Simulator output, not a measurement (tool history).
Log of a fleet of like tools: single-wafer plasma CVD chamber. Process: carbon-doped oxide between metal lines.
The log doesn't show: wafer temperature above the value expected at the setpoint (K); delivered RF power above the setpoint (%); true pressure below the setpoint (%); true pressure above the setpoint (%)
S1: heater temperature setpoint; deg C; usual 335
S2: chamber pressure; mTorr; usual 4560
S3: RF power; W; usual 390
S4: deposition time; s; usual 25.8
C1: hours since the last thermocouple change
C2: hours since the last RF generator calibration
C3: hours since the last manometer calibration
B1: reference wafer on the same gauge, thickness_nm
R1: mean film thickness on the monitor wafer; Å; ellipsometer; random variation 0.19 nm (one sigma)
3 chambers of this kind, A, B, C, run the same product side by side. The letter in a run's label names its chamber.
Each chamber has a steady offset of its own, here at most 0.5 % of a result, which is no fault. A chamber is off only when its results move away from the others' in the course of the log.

run	hour	S1	S2	S3	S4	C1	C2	C3	B1	R1
1B	8.2	335	4560	390	25.8	948.0	1009.6	129.7	110.03	1153.10
2A	19.2	335	4560	390	25.8	277.7	1222.4	1561.7	110.03	1144.40
3C	32.2	335	4560	390	25.8	869.0	576.1	437.6	110.10	1145.40
4A	42.2	335	4560	390	25.8	300.7	1245.4	1584.7	110.08	1149.20
5B	54.6	335	4560	390	25.8	994.4	1056.0	176.1	110.18	1152.00
6C	67.1	335	4560	390	25.8	903.9	611.0	472.5	110.21	1143.50
7B	74.6	335	4560	390	25.8	1014.4	1076.0	196.1	110.24	1151.80
8A	87.8	335	4560	390	25.8	346.3	1291.0	1630.3	110.25	1150.40
9C	94.2	335	4560	350	25.8	931.0	638.1	499.6	110.29	1056.00
10B	107.5	335	4560	350	25.8	1047.3	1108.9	229.0	110.28	1064.50
11C	117.3	335	4560	350	25.8	954.1	661.2	522.7	110.37	1057.80
12A	128.1	335	4560	390	25.8	386.6	1331.3	1670.6	110.44	1150.80
13B	134.6	335	4560	390	25.8	1074.4	1136.0	256.1	110.43	1155.80
14A	144.7	335	4560	390	25.8	403.2	1347.9	1687.2	110.48	1150.20
15C	156.5	335	4560	390	25.8	993.3	700.4	561.9	110.47	1150.80
16C	167.5	335	4560	390	25.8	1004.3	711.4	572.9	110.57	1146.80
17B	180.1	335	4560	390	25.8	1119.9	1181.5	301.6	110.57	1158.20
18A	193.0	335	4560	390	25.8	451.5	1396.2	1735.5	110.61	1151.40
# hour 195.9: chamber A: capacitance manometer re-zeroed and calibrated
19C	202.2	335	3640	390	25.8	1039.0	746.1	607.6	110.67	1116.60
20B	209.5	335	3640	390	25.8	1149.3	1210.9	331.0	110.65	1122.90
21A	215.9	335	3640	390	25.8	474.4	1419.1	20.0	110.69	1120.00
22C	228.7	344	4560	390	22.1	1065.5	772.6	634.1	110.72	962.15
23B	239.3	344	4560	390	22.1	1179.1	1240.7	360.8	110.71	968.43

Next, every chamber runs the same settings. What will each give?
24A	248.8	349	4560	390	25.8					?
24B	248.8	349	4560	390	25.8					?
24C	248.8	349	4560	390	25.8					?

run	R1
24A	1109.90
24B	1109.20
24C	1102.80

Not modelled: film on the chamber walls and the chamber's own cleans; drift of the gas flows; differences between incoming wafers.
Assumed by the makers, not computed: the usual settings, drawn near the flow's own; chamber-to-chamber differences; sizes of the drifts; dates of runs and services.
